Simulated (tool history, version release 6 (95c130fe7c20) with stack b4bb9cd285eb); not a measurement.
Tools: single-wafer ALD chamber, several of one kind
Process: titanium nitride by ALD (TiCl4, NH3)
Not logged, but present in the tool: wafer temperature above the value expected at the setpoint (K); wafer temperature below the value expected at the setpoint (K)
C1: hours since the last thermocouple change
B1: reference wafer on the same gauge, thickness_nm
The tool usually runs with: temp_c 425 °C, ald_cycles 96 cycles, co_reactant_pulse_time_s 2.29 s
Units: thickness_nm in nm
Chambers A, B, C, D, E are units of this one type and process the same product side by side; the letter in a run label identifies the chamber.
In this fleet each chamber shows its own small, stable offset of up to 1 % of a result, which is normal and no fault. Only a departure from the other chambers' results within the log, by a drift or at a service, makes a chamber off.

run 1E day=0.571 | temp_c=425 ald_cycles=96 co_reactant_pulse_time_s=2.29 | C1=476.2 | B1=1.8195 | thickness_nm=2.1514
run 2C day=0.908 | temp_c=425 ald_cycles=96 co_reactant_pulse_time_s=2.29 | C1=1838.1 | B1=1.8210 | thickness_nm=2.1502
run 3B day=1.279 | temp_c=425 ald_cycles=96 co_reactant_pulse_time_s=2.29 | C1=339.8 | B1=1.8179 | thickness_nm=2.1586
run 4A day=1.725 | temp_c=425 ald_cycles=96 co_reactant_pulse_time_s=2.29 | C1=246.7 | B1=1.8207 | thickness_nm=2.1286
run 5D day=2.200 | temp_c=425 ald_cycles=96 co_reactant_pulse_time_s=2.29 | C1=155.9 | B1=1.8188 | thickness_nm=2.1486
run 6A day=2.621 | temp_c=425 ald_cycles=96 co_reactant_pulse_time_s=2.29 | C1=268.2 | B1=1.8178 | thickness_nm=2.1485
run 7B day=3.033 | temp_c=425 ald_cycles=96 co_reactant_pulse_time_s=2.29 | C1=381.9 | B1=1.8187 | thickness_nm=2.1357
-- day=3.071 chamber C: thermocouple changed; heater temperature recalibrated
run 8C day=3.442 | temp_c=425 ald_cycles=96 co_reactant_pulse_time_s=2.29 | C1=8.9 | B1=1.8188 | thickness_nm=2.1633
run 9E day=3.721 | temp_c=425 ald_cycles=96 co_reactant_pulse_time_s=2.29 | C1=551.8 | B1=1.8185 | thickness_nm=2.1342
run 10D day=4.188 | temp_c=425 ald_cycles=96 co_reactant_pulse_time_s=2.29 | C1=203.6 | B1=1.8199 | thickness_nm=2.1559
run 11A day=4.600 | temp_c=438 ald_cycles=112 co_reactant_pulse_time_s=2.29 | C1=315.7 | B1=1.8184 | thickness_nm=2.5135
run 12E day=4.892 | temp_c=438 ald_cycles=112 co_reactant_pulse_time_s=2.29 | C1=579.9 | B1=1.8209 | thickness_nm=2.5047
run 13C day=5.275 | temp_c=438 ald_cycles=112 co_reactant_pulse_time_s=2.29 | C1=52.9 | B1=1.8215 | thickness_nm=2.5085
run 14D day=5.662 | temp_c=438 ald_cycles=112 co_reactant_pulse_time_s=2.29 | C1=239.0 | B1=1.8219 | thickness_nm=2.5104
run 15B day=6.042 | temp_c=438 ald_cycles=112 co_reactant_pulse_time_s=2.29 | C1=454.1 | B1=1.8197 | thickness_nm=2.5150
run 16A day=6.408 | temp_c=425 ald_cycles=96 co_reactant_pulse_time_s=2.29 | C1=359.1 | B1=1.8208 | thickness_nm=2.1389
run 17C day=6.908 | temp_c=425 ald_cycles=96 co_reactant_pulse_time_s=2.29 | C1=92.1 | B1=1.8184 | thickness_nm=2.1654
run 18D day=7.329 | temp_c=425 ald_cycles=96 co_reactant_pulse_time_s=2.29 | C1=279.0 | B1=1.8189 | thickness_nm=2.1598
run 19B day=7.729 | temp_c=425 ald_cycles=104 co_reactant_pulse_time_s=1.88 | C1=494.6 | B1=1.8199 | thickness_nm=2.3135
run 20E day=8.329 | temp_c=425 ald_cycles=104 co_reactant_pulse_time_s=1.88 | C1=662.4 | B1=1.8200 | thickness_nm=2.3096
run 21D day=8.821 | temp_c=425 ald_cycles=104 co_reactant_pulse_time_s=1.88 | C1=314.8 | B1=1.8181 | thickness_nm=2.3215
run 22C day=9.333 | temp_c=425 ald_cycles=104 co_reactant_pulse_time_s=1.88 | C1=150.3 | B1=1.8202 | thickness_nm=2.3458
run 23E day=9.654 | temp_c=425 ald_cycles=104 co_reactant_pulse_time_s=1.88 | C1=694.2 | B1=1.8186 | thickness_nm=2.3450
run 24A day=9.954 | temp_c=425 ald_cycles=96 co_reactant_pulse_time_s=2.29 | C1=444.2 | B1=1.8202 | thickness_nm=2.1170
run 25B day=10.342 | temp_c=425 ald_cycles=96 co_reactant_pulse_time_s=2.29 | C1=557.3 | B1=1.8218 | thickness_nm=2.1487
run 26C day=10.846 | temp_c=425 ald_cycles=96 co_reactant_pulse_time_s=2.29 | C1=186.6 | B1=1.8172 | thickness_nm=2.1555
run 27A day=11.267 | temp_c=425 ald_cycles=96 co_reactant_pulse_time_s=2.29 | C1=475.7 | B1=1.8179 | thickness_nm=2.1441
run 28B day=11.654 | temp_c=425 ald_cycles=96 co_reactant_pulse_time_s=2.29 | C1=588.8 | B1=1.8213 | thickness_nm=2.1605
run 29E day=11.938 | temp_c=425 ald_cycles=96 co_reactant_pulse_time_s=1.50 | C1=749.0 | B1=1.8196 | thickness_nm=2.1246
run 30D day=12.450 | temp_c=425 ald_cycles=96 co_reactant_pulse_time_s=1.50 | C1=401.9 | B1=1.8234 | thickness_nm=2.1245
run 31E day=12.912 | temp_c=425 ald_cycles=96 co_reactant_pulse_time_s=1.50 | C1=772.4 | B1=1.8197 | thickness_nm=2.1328
run 32C day=13.238 | temp_c=425 ald_cycles=96 co_reactant_pulse_time_s=1.50 | C1=244.0 | B1=1.8203 | thickness_nm=2.1403
run 33B day=13.671 | temp_c=425 ald_cycles=96 co_reactant_pulse_time_s=1.50 | C1=637.2 | B1=1.8205 | thickness_nm=2.1154

All 5 chambers run these settings next. Forecast each chamber's results:
run 34A day=14.100 | temp_c=425 ald_cycles=96 co_reactant_pulse_time_s=1.41 | thickness_nm=?
run 34B day=14.100 | temp_c=425 ald_cycles=96 co_reactant_pulse_time_s=1.41 | thickness_nm=?
run 34C day=14.100 | temp_c=425 ald_cycles=96 co_reactant_pulse_time_s=1.41 | thickness_nm=?
run 34D day=14.100 | temp_c=425 ald_cycles=96 co_reactant_pulse_time_s=1.41 | thickness_nm=?
run 34E day=14.100 | temp_c=425 ald_cycles=96 co_reactant_pulse_time_s=1.41 | thickness_nm=?

run=34A thickness_nm=2.1071
run=34B thickness_nm=2.1081
run=34C thickness_nm=2.1254
run=34D thickness_nm=2.1310
run=34E thickness_nm=2.1189
